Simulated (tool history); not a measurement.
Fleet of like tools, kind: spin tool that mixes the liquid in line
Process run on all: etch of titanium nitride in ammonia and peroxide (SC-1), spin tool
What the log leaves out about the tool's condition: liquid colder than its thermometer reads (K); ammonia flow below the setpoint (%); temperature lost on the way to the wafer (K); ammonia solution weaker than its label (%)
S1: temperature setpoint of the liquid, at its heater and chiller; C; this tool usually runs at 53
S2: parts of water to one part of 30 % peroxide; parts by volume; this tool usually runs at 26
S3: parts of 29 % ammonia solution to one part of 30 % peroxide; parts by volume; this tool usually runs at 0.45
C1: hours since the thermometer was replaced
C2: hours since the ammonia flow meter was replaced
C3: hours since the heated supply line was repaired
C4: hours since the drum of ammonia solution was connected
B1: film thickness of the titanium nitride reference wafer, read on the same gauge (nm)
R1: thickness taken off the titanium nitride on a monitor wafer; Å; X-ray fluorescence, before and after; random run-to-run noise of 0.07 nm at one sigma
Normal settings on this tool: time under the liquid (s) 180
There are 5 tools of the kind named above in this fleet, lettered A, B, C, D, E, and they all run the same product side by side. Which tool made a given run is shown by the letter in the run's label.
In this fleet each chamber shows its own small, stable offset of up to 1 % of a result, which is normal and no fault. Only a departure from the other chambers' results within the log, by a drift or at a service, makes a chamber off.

{"run": "1B", "day": 0.217, "S1": 53, "S2": 26, "S3": 0.45, "time under the liquid (s)": 180, "C1": 62.9, "C2": 315.4, "C3": 30.1, "C4": 520.3, "B1": 80.015, "R1": 92.531}
{"run": "2E", "day": 0.525, "S1": 53, "S2": 26, "S3": 0.45, "time under the liquid (s)": 180, "C1": 2824.4, "C2": 489.2, "C3": 1347.6, "C4": 362.1, "B1": 80.029, "R1": 92.598}
{"day": 0.908, "done": "chamber A: heated supply line repaired"}
{"run": "3A", "day": 0.942, "S1": 53, "S2": 26, "S3": 0.45, "time under the liquid (s)": 180, "C1": 803.8, "C2": 309.7, "C3": 0.9, "C4": 205.4, "B1": 79.999, "R1": 94.347}
{"run": "4D", "day": 1.183, "S1": 53, "S2": 26, "S3": 0.45, "time under the liquid (s)": 180, "C1": 330.2, "C2": 929.6, "C3": 1227.6, "C4": 399.8, "B1": 79.995, "R1": 93.232}
{"run": "5C", "day": 1.417, "S1": 53, "S2": 26, "S3": 0.6, "time under the liquid (s)": 145, "C1": 1744.7, "C2": 97.8, "C3": 2101.6, "C4": 424.2, "B1": 80.011, "R1": 79.751}
{"day": 1.538, "done": "chamber B: new drum of ammonia solution connected"}
{"day": 1.683, "done": "chamber C: thermometer replaced"}
{"run": "6D", "day": 1.692, "S1": 53, "S2": 26, "S3": 0.6, "time under the liquid (s)": 145, "C1": 342.4, "C2": 941.8, "C3": 1239.8, "C4": 412, "B1": 80.003, "R1": 79.397}
{"day": 1.754, "done": "chamber B: ammonia flow meter replaced"}
{"run": "7C", "day": 2.075, "S1": 53, "S2": 26, "S3": 0.6, "time under the liquid (s)": 145, "C1": 9.4, "C2": 113.6, "C3": 2117.4, "C4": 440, "B1": 80.006, "R1": 79.751}
{"run": "8A", "day": 2.438, "S1": 53, "S2": 26, "S3": 0.6, "time under the liquid (s)": 145, "C1": 839.7, "C2": 345.6, "C3": 36.8, "C4": 241.3, "B1": 79.997, "R1": 80.842}
{"run": "9E", "day": 2.708, "S1": 53, "S2": 26, "S3": 0.6, "time under the liquid (s)": 145, "C1": 2876.8, "C2": 541.6, "C3": 1400, "C4": 414.5, "B1": 80.014, "R1": 78.74}
{"run": "10B", "day": 2.946, "S1": 53, "S2": 26, "S3": 0.45, "time under the liquid (s)": 180, "C1": 128.4, "C2": 28.7, "C3": 95.6, "C4": 33.9, "B1": 79.995, "R1": 93.737}
{"run": "11B", "day": 3.367, "S1": 53, "S2": 26, "S3": 0.45, "time under the liquid (s)": 180, "C1": 138.5, "C2": 38.8, "C3": 105.7, "C4": 44, "B1": 79.971, "R1": 93.76}
{"run": "12C", "day": 3.742, "S1": 53, "S2": 26, "S3": 0.45, "time under the liquid (s)": 180, "C1": 49.4, "C2": 153.6, "C3": 2157.4, "C4": 480, "B1": 80.001, "R1": 92.774}
{"run": "13A", "day": 4.042, "S1": 53, "S2": 26, "S3": 0.45, "time under the liquid (s)": 180, "C1": 878.2, "C2": 384.1, "C3": 75.3, "C4": 279.8, "B1": 79.993, "R1": 94.279}
{"run": "14D", "day": 4.408, "S1": 53, "S2": 26, "S3": 0.45, "time under the liquid (s)": 180, "C1": 407.6, "C2": 1007, "C3": 1305, "C4": 477.2, "B1": 79.988, "R1": 94.549}
{"run": "15E", "day": 4.683, "S1": 53, "S2": 26, "S3": 0.45, "time under the liquid (s)": 180, "C1": 2924.2, "C2": 589, "C3": 1447.4, "C4": 461.9, "B1": 79.995, "R1": 93.82}
{"run": "16E", "day": 5.054, "S1": 53, "S2": 26, "S3": 0.45, "time under the liquid (s)": 180, "C1": 2933.1, "C2": 597.9, "C3": 1456.3, "C4": 470.8, "B1": 80.002, "R1": 93.887}
{"day": 5.271, "done": "chamber E: new drum of ammonia solution connected"}
{"run": "17B", "day": 5.533, "S1": 53, "S2": 26, "S3": 0.45, "time under the liquid (s)": 180, "C1": 190.5, "C2": 90.8, "C3": 157.7, "C4": 96, "B1": 80, "R1": 92.627}
{"run": "18A", "day": 5.808, "S1": 53, "S2": 26, "S3": 0.45, "time under the liquid (s)": 180, "C1": 920.6, "C2": 426.5, "C3": 117.7, "C4": 322.2, "B1": 80.018, "R1": 93.925}
{"run": "19D", "day": 6.125, "S1": 53, "S2": 26, "S3": 0.45, "time under the liquid (s)": 180, "C1": 448.8, "C2": 1048.2, "C3": 1346.2, "C4": 518.4, "B1": 79.996, "R1": 94.165}
{"run": "20C", "day": 6.433, "S1": 53, "S2": 26, "S3": 0.3, "time under the liquid (s)": 105, "C1": 114, "C2": 218.2, "C3": 2222, "C4": 544.6, "B1": 79.99, "R1": 49.197}
{"run": "21B", "day": 6.783, "S1": 53, "S2": 26, "S3": 0.3, "time under the liquid (s)": 105, "C1": 220.5, "C2": 120.8, "C3": 187.7, "C4": 126, "B1": 80.02, "R1": 50.27}
{"run": "22C", "day": 7.246, "S1": 53, "S2": 26, "S3": 0.3, "time under the liquid (s)": 105, "C1": 133.5, "C2": 237.7, "C3": 2241.5, "C4": 564.1, "B1": 79.98, "R1": 48.901}
{"run": "23A", "day": 7.638, "S1": 53, "S2": 26, "S3": 0.3, "time under the liquid (s)": 105, "C1": 964.5, "C2": 470.4, "C3": 161.6, "C4": 366.1, "B1": 79.985, "R1": 51.35}
{"day": 7.858, "done": "chamber E: thermometer replaced"}
{"run": "24E", "day": 7.908, "S1": 53, "S2": 26, "S3": 0.3, "time under the liquid (s)": 105, "C1": 1.3, "C2": 666.4, "C3": 1524.8, "C4": 63.4, "B1": 79.994, "R1": 50.183}
{"run": "25D", "day": 8.138, "S1": 53, "S2": 26, "S3": 0.45, "time under the liquid (s)": 180, "C1": 497.1, "C2": 1096.5, "C3": 1394.5, "C4": 566.7, "B1": 79.997, "R1": 93.881}
{"day": 8.208, "done": "chamber D: new drum of ammonia solution connected"}
{"run": "26E", "day": 8.375, "S1": 53, "S2": 26, "S3": 0.45, "time under the liquid (s)": 180, "C1": 12.5, "C2": 677.6, "C3": 1536, "C4": 74.6, "B1": 80.031, "R1": 94.219}
{"run": "27C", "day": 8.583, "S1": 53, "S2": 26, "S3": 0.45, "time under the liquid (s)": 180, "C1": 165.6, "C2": 269.8, "C3": 2273.6, "C4": 596.2, "B1": 80.003, "R1": 90.055}
{"run": "28B", "day": 9.033, "S1": 53, "S2": 26, "S3": 0.45, "time under the liquid (s)": 180, "C1": 274.5, "C2": 174.8, "C3": 241.7, "C4": 180, "B1": 80.004, "R1": 93.228}
{"run": "29D", "day": 9.454, "S1": 53, "S2": 26, "S3": 0.45, "time under the liquid (s)": 180, "C1": 528.7, "C2": 1128.1, "C3": 1426.1, "C4": 30, "B1": 79.993, "R1": 94.023}
{"run": "30A", "day": 9.8, "S1": 53, "S2": 26, "S3": 0.45, "time under the liquid (s)": 180, "C1": 1016.4, "C2": 522.3, "C3": 213.5, "C4": 418, "B1": 80.012, "R1": 94.66}
{"run": "31E", "day": 10.15, "S1": 59.5, "S2": 21.5, "S3": 0.45, "time under the liquid (s)": 180, "C1": 55.1, "C2": 720.2, "C3": 1578.6, "C4": 117.2, "B1": 79.988, "R1": 161.47}
{"run": "32D", "day": 10.488, "S1": 59.5, "S2": 21.5, "S3": 0.45, "time under the liquid (s)": 180, "C1": 553.5, "C2": 1152.9, "C3": 1450.9, "C4": 54.8, "B1": 80.002, "R1": 161}
{"run": "33A", "day": 10.725, "S1": 59.5, "S2": 21.5, "S3": 0.45, "time under the liquid (s)": 180, "C1": 1038.6, "C2": 544.5, "C3": 235.7, "C4": 440.2, "B1": 79.996, "R1": 163.08}
{"run": "34B", "day": 10.954, "S1": 59.5, "S2": 21.5, "S3": 0.45, "time under the liquid (s)": 180, "C1": 320.6, "C2": 220.9, "C3": 287.8, "C4": 226.1, "B1": 79.999, "R1": 158.55}

All 5 chambers run these settings next. Forecast each chamber's results:
{"run": "35A", "day": 11.3, "S1": 53, "S2": 26, "S3": 0.45, "time under the liquid (s)": 180, "R1": "?"}
{"run": "35B", "day": 11.3, "S1": 53, "S2": 26, "S3": 0.45, "time under the liquid (s)": 180, "R1": "?"}
{"run": "35C", "day": 11.3, "S1": 53, "S2": 26, "S3": 0.45, "time under the liquid (s)": 180, "R1": "?"}
{"run": "35D", "day": 11.3, "S1": 53, "S2": 26, "S3": 0.45, "time under the liquid (s)": 180, "R1": "?"}
{"run": "35E", "day": 11.3, "S1": 53, "S2": 26, "S3": 0.45, "time under the liquid (s)": 180, "R1": "?"}

run=35A R1=95.885
run=35B R1=93.57
run=35C R1=87.817
run=35D R1=94.523
run=35E R1=93.601
